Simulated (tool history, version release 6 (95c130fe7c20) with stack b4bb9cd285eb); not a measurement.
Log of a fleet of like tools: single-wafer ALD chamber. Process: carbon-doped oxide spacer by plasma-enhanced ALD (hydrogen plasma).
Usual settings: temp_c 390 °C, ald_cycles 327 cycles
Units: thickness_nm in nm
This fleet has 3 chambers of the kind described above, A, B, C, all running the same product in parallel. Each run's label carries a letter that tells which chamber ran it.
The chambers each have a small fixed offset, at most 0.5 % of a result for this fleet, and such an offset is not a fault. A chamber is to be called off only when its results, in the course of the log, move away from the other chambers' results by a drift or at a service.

| run | hour | temp_c | ald_cycles | hours since the last thermocouple change | read-back reference wafer on the same gauge, thickness_nm | thickness_nm |
|---|---|---|---|---|---|---|
| 1A | 4.5 | 390 | 327 | 1049.6 | 16.801 | 16.396 |
| 2B | 8.2 | 390 | 327 | 427.2 | 16.809 | 16.419 |
| 3C | 13.0 | 390 | 327 | 1946.6 | 16.803 | 16.311 |
| 4C | 17.4 | 390 | 327 | 1951.0 | 16.810 | 16.312 |
| 5A | 21.5 | 390 | 327 | 1066.6 | 16.821 | 16.462 |
| 6B | 24.7 | 390 | 327 | 443.7 | 16.812 | 16.433 |
| 7B | 28.1 | 390 | 327 | 447.1 | 16.814 | 16.467 |
| 8A | 31.5 | 390 | 327 | 1076.6 | 16.815 | 16.396 |
| 9C | 35.6 | 390 | 327 | 1969.2 | 16.826 | 16.292 |
| 10A | 39.5 | 396 | 281 | 1084.6 | 16.829 | 14.131 |
| 11B | 42.4 | 396 | 281 | 461.4 | 16.824 | 14.142 |
| 12C | 46.5 | 396 | 281 | 1980.1 | 16.829 | 14.035 |
| 13A | 49.7 | 390 | 327 | 1094.8 | 16.836 | 16.469 |
| 14C | 54.3 | 398 | 327 | 1987.9 | 16.839 | 16.333 |
| 15B | 59.8 | 398 | 327 | 478.8 | 16.836 | 16.418 |
| 16B | 62.8 | 398 | 327 | 481.8 | 16.838 | 16.486 |
| 17A | 66.2 | 401 | 327 | 1111.3 | 16.838 | 16.422 |
| 18C | 71.6 | 401 | 327 | 2005.2 | 16.847 | 16.282 |
| 19B | 74.5 | 401 | 327 | 493.5 | 16.846 | 16.479 |
| 20A | 77.4 | 390 | 327 | 1122.5 | 16.854 | 16.434 |
| 21C | 83.1 | 390 | 327 | 2016.7 | 16.851 | 16.346 |
| 22C | 87.6 | 390 | 327 | 2021.2 | 16.859 | 16.373 |
| 23A | 91.1 | 400 | 294 | 1136.2 | 16.859 | 14.810 |
| 24B | 96.6 | 400 | 294 | 515.6 | 16.862 | 14.796 |
| 25B | 101.1 | 400 | 294 | 520.1 | 16.859 | 14.840 |
| 26A | 104.0 | 390 | 327 | 1149.1 | 16.866 | 16.457 |
| 27C | 108.3 | 390 | 327 | 2041.9 | 16.862 | 16.356 |
| 28B | 111.1 | 390 | 327 | 530.1 | 16.873 | 16.478 |
| 29A | 115.3 | 390 | 327 | 1160.4 | 16.879 | 16.519 |
| 30C | 120.2 | 390 | 327 | 2053.8 | 16.879 | 16.350 |
| 31A | 125.9 | 390 | 327 | 1171.0 | 16.878 | 16.524 |
| 32B | 131.0 | 390 | 327 | 550.0 | 16.880 | 16.506 |
| 33C | 134.2 | 390 | 291 | 2067.8 | 16.885 | 14.575 |
| 34B | 139.1 | 390 | 291 | 558.1 | 16.890 | 14.683 |
| 35C | 144.7 | 390 | 291 | 2078.3 | 16.891 | 14.588 |

Which is it: a chamber that has drifted or been left off by a service, a gauge drift common to all chambers, or only each chamber's usual small offset? If a chamber is off, name it and its likeliest cause.

None of the chambers is off. What moves is the gauge, dragging all their readings along together.
What lies behind it: gauge reads high (%) = 0.558.

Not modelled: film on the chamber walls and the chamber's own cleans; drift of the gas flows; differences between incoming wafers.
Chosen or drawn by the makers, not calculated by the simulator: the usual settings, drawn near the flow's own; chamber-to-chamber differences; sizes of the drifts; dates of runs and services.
